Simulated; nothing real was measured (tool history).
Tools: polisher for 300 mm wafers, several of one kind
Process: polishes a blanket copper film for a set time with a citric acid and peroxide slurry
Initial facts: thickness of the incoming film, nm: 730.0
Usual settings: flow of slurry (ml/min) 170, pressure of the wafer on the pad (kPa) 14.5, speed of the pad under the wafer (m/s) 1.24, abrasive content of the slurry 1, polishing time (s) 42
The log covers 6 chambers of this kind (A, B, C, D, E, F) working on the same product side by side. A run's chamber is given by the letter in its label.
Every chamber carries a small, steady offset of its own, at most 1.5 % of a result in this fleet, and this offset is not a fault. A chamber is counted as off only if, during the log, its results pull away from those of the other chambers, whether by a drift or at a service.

run     day  flow of slurry (ml/min)  pressure of the wafer on the pad (kPa)  speed of the pad under the wafer (m/s)  abrasive content of the slurry  polishing time (s)  wafers polished on this pad  hours since the slurry nozzle was cleaned  hours since the head pressure was calibrated  hours since the slurry blender was calibrated  film removed (nm)
      0.342  -- chamber E: worn pad replaced by a new one
 1F   0.362                      170                                    14.5                                    1.24                               1                  42                          768                                       84.7                                         157.4                                           82.3             75.382
 2C   0.675                      170                                    14.5                                    1.24                               1                  42                          823                                      366.2                                         106.2                                          205.1             76.076
 3E   0.933                      170                                    14.5                                    1.24                               1                  42                          195                                      158.1                                           215                                           63.5             76.003
      1.075  -- chamber F: worn pad replaced by a new one
      1.142  -- chamber D: slurry blender recalibrated
 4A   1.229                      170                                    14.5                                    1.24                               1                  42                          926                                        351                                         282.2                                          144.3             76.506
      1.358  -- chamber D: worn pad replaced by a new one
      1.375  -- chamber A: worn pad replaced by a new one
 5D   1.421                      170                                    14.5                                    1.24                               1                  42                           21                                      629.4                                          1103                                            6.8             75.445
 6B   1.729                      170                                    14.5                                    1.24                               1                  42                         1323                                      435.3                                         646.9                                          172.4             75.457
 7A   1.962                      170                                    14.5                                    1.24                               1                  42                          193                                      368.6                                         299.8                                          161.9              75.44
      2.038  -- chamber C: slurry nozzle cleaned
      2.362  -- chamber C: worn pad replaced by a new one
 8B   2.392                      190                                    14.5                                    1.24                               1                  47                         1541                                      451.2                                         662.8                                          188.3             87.571
      2.433  -- chamber B: worn pad replaced by a new one
      2.467  -- chamber C: slurry blender recalibrated
 9C   2.688                      190                                    14.5                                    1.24                               1                  47                          108                                       15.6                                         154.5                                            5.3             86.612
      2.804  -- chamber A: slurry blender recalibrated
      2.938  -- chamber E: worn pad replaced by a new one
10F   3.062                      190                                    14.5                                    1.24                               1                  47                          653                                      149.5                                         222.2                                          147.1             84.821
11D   3.421                      190                                    14.5                                    1.24                               1                  47                          678                                      677.4                                          1151                                           54.8             87.627
12E   3.808                      190                                    14.5                                    1.24                               1                  47                          286                                      227.1                                           284                                          132.5             87.347
      4.042  -- chamber F: worn pad replaced by a new one
13F   4.217                      190                                    14.5                                    1.24                               1                  47                           57                                      177.2                                         249.9                                          174.8             83.826
      4.554  -- chamber A: worn pad replaced by a new one
14E   4.612                      170                                    14.5                                    1.24                               1                  42                          551                                      246.4                                         303.3                                          151.8             75.836
      4.708  -- chamber D: worn pad replaced by a new one
      4.762  -- chamber F: slurry blender recalibrated
15C   5.025                      170                                    14.5                                    1.24                               1                  42                          876                                       71.7                                         210.6                                           61.4             75.925
16D   5.317                      170                                    14.5                                    1.24                               1                  42                          200                                      722.9                                        1196.5                                          100.3              76.74
      5.492  -- chamber D: slurry blender recalibrated
17B   5.746                      170                                    16.5                                    1.24                               1                  42                         1089                                      531.7                                         743.3                                          268.8             86.147
      6.012  -- chamber E: worn pad replaced by a new one
18A   6.125                      170                                    16.5                                    1.24                               1                  42                          516                                      468.5                                         399.7                                           79.8             84.666
19A    6.35                      170                                    16.5                                    1.24                               1                  42                          590                                      473.9                                         405.1                                           85.2             84.478
      6.633  -- chamber D: slurry nozzle cleaned
        6.7  -- chamber F: worn pad replaced by a new one
20C   6.775                      170                                    16.5                                    1.24                               1                  42                         1451                                      113.7                                         252.6                                          103.4             85.244
21E   7.096                      170                                    16.5                                    1.24                               1                  42                          356                                        306                                         362.9                                          211.4             86.714
      7.242  -- chamber C: worn pad replaced by a new one
      7.262  -- chamber B: worn pad replaced by a new one
22D   7.354                      170                                    16.5                                    1.24                               1                  42                          869                                       17.4                                        1245.4                                           44.7             87.338
      7.629  -- chamber A: worn pad replaced by a new one
23B   7.788                      170                                    14.5                                    1.24                               1                  42                          172                                      580.7                                         792.3                                          317.8             74.615
24F   8.062                      170                                    14.5                                    1.24                               1                  33                          448                                      269.5                                         342.2                                           79.3             59.259
25E   8.275                      170                                    14.5                                    1.24                               1                  33                          744                                      334.3                                         391.2                                          239.7             58.461
26D   8.496                      170                                    14.5                                    1.24                               1                  33                         1245                                       44.8                                        1272.8                                           72.1             60.373
      8.521  -- chamber D: worn pad replaced by a new one
      8.804  -- chamber E: worn pad replaced by a new one
27C   8.921                      170                                    14.5                                    1.24                               1                  33                          553                                      165.2                                         304.1                                          154.9             59.296
      9.054  -- chamber F: worn pad replaced by a new one
28F   9.258                      170                                    14.5                                    1.24                               1                  33                           68                                      298.2                                         370.9                                            108             57.747
29B   9.558                      170                                    14.5                                    1.24                               1                  33                          754                                      623.2                                         834.8                                          360.3             55.979
30A   9.904                      170                                    14.5                                    1.24                               1                  42                          748                                      559.2                                         490.4                                          170.5             74.181
      9.996  -- chamber A: slurry nozzle cleaned
31A  10.175                      170                                    14.5                                    1.24                               1                  42                          837                                        4.4                                         496.9                                            177             75.363
32C  10.546                      195                                    16.5                                    1.24                               1                  42                         1087                                      204.2                                         343.1                                          193.9             88.659
     10.692  -- chamber C: slurry blender recalibrated
33D  10.854                      195                                    16.5                                    1.24                               1                  42                          767                                      101.4                                        1329.4                                          128.7             90.246
     10.912  -- chamber D: slurry blender recalibrated
     10.925  -- chamber A: worn pad replaced by a new one
      10.95  -- chamber E: slurry blender recalibrated
34F  11.108                      195                                    16.5                                    1.24                               1                  42                          676                                      342.6                                         415.3                                          152.4             87.796
35E  11.325                      195                                    16.5                                    1.24                               1                  42                          829                                      407.5                                         464.4                                            9.1             86.246
     11.346  -- chamber E: worn pad replaced by a new one
36B  11.583                      195                                    16.5                                    1.24                               1                  42                         1420                                      671.8                                         883.4                                          408.9              84.98
     11.783  -- chamber F: worn pad replaced by a new one
     11.825  -- chamber C: worn pad replaced by a new one
37A  11.875                      195                                    16.5                                    1.24                               1                  42                          313                                       45.2                                         537.7                                          217.8             88.234
     12.008  -- chamber B: worn pad replaced by a new one
     12.054  -- chamber D: worn pad replaced by a new one
38B  12.138                      170                                    14.5                                    1.24                               1                  42                           43                                      685.1                                         896.7                                          422.2             70.968
39F  12.571                      170                                    14.5                                    1.24                               1                  42                          259                                      377.7                                         450.4                                          187.5             72.962
40D  12.825                      170                                    14.5                                    1.24                               1                  49                          253                                      148.7                                        1376.7                                             46              88.56
41E  13.196                      170                                    14.5                                    1.24                               1                  49                          609                                      452.4                                         509.3                                             54             88.484
42C  13.467                      170                                    14.5                                    1.24                               1                  49                          540                                      274.3                                         413.2                                           66.6             88.267
43D  13.671                      170                                    14.5                                    1.24                               1                  49                          531                                        169                                          1397                                           66.3             88.952

Decide between three cases: one chamber stands off from its peers, the gauge reading all wafers drifts, or nothing is wrong past each chamber's small offset. Where a chamber is off, say which and what most likely put it there.

Little by little, chamber B moves away from the other chambers.
Most likely cause: abrasive missing from the slurry, % = 28.9.
With only this log, it may be confused with: slurry flow missing at the pad, %; head's pressure below its setpoint, %.

Below are 4 candidate recipes for chamber B's next run, each the usual settings with a change, their results shown as question marks. Which of them brings B's results back in line with what the other chambers give on the usual settings?
In line means no further than this from the other chambers' mean on the usual settings: film removed (nm) 3.5
44B-1  13.983                      170                                    15.2                                     1.3                               1                  44                                                                                                                                                                                       ?
44B-2  13.983                      165                                    14.5                                    1.24                               1                  36                                                                                                                                                                                       ?
44B-3  13.983                      170                                    13.8                                     1.2                               1                  42                                                                                                                                                                                       ?
44B-4  13.983                      170                                    14.5                                    1.28                               1                  44                                                                                                                                                                                       ?

Usual-settings mean across the other chambers: film removed (nm) 75.496
  run  film removed (nm)
44B-1             80.244
44B-2             59.665
44B-3             64.649
44B-4             75.574
44B-4 puts the chamber back in line with the other chambers.
